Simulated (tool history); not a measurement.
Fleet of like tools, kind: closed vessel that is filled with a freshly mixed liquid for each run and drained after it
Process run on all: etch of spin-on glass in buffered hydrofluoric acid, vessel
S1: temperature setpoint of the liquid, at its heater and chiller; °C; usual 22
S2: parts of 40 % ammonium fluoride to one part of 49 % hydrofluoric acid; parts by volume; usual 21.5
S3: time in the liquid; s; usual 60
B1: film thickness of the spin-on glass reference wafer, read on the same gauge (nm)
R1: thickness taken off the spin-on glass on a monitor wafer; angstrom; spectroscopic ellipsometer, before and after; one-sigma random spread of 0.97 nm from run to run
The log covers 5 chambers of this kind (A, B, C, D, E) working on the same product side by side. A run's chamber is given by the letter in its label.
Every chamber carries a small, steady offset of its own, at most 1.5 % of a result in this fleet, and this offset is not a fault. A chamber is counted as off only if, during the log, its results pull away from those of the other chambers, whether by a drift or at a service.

run   hour  S1    S2  S3      B1      R1
 1B   11.7  22  21.5  60  80.019  1274.6
 2D   18.3  22  21.5  60  80.031    1249
 3A   24.6  22  21.5  60      80  1240.2
 4E   33.8  22  21.5  60  79.995  1270.1
 5C   41.1  22  21.5  60  80.004  1274.5
      46.6  -- chamber B: hydrofluoric acid flow meter replaced
 6B   53.3  22  21.5  60  80.008  1261.6
 7C   60.8  22  21.5  60   79.97    1260
 8E   70.2  22  21.5  60  79.999  1267.8
 9A   76.2  22  21.5  60  80.018  1244.4
10D   82.4  22    27  80  79.967    1441
11C     88  22    27  80      80  1434.5
12B   98.9  22    27  80  79.996    1426
13A    105  22    27  80  80.005  1410.6
14D    115  22    27  80  79.974  1424.4
15E    124  22  21.5  60  80.032    1264
16A    136  22  21.5  60  79.991  1251.9
17C    146  22  21.5  45  80.013  964.34
18E  152.8  22  21.5  45      80  957.73
19D  162.4  22  21.5  45  80.019  937.54
20B  171.3  22  21.5  45  80.043  959.64
21D  180.7  22  21.5  45  80.012  952.67
22A  189.7  22  21.5  60  79.999  1254.4
23C  201.3  22  21.5  60  80.003  1256.1
24E  208.4  22  21.5  80  79.989  1710.1
25B    219  22  21.5  80  80.012  1716.6
26A  227.7  22  21.5  80  79.995  1664.7
     232.2  -- chamber A: hydrofluoric acid flow meter replaced
27E    234  22  21.5  80  79.997  1701.6
28B  242.5  22  21.5  80  80.002  1702.5
29D  252.9  22  21.5  60  80.012  1289.1
30C  263.7  22  21.5  60  79.991    1259
31B  275.8  20    30  60   79.98   904.7
32D  281.6  20    30  60  80.035  941.78
33E  289.6  20    30  60  79.997  888.98
34C  301.6  20    30  60   79.97  898.11
35A  306.9  20    30  60   80.01  894.79
36A  315.4  22  21.5  60  79.968  1256.7
37C  321.7  22  21.5  60  80.018  1257.9
38B    330  27  21.5  60  80.014  1678.3
39E  338.4  27  21.5  60  79.975    1657

Has any chamber moved away from the others, gradually or after a service, or does the common gauge drift, or do the chambers differ only by their own small steady offsets? State the chamber and the most likely cause if one applies.

It is chamber D that slowly wanders off from its peers.
Likeliest cause: liquid hotter than its thermometer reads (K) = 1.31.
It could be hard to tell apart here from: hydrofluoric acid flow above the setpoint (%).

Chamber D could run next with any of the 4 candidate recipes listed below; each alters the usual settings, and their results appear as question marks. Which one brings its results back in line with what the other chambers deliver on the usual settings?
Maximum distance from the other chambers' mean on the usual settings for a result to count as in line: R1 34 angstrom
40D-1  347.1    21  21.5  60       ?
40D-2  347.1    22    21  60       ?
40D-3  347.1  22.5  20.5  60       ?
40D-4  347.1    22    22  60       ?

The other chambers' mean on the usual settings: R1 1262.5 angstrom
  run      R1
40D-1  1274.7
40D-2  1368.3
40D-3  1429.1
40D-4  1325.1
Change 40D-1 lands the chamber within the allowed miss of the other chambers.
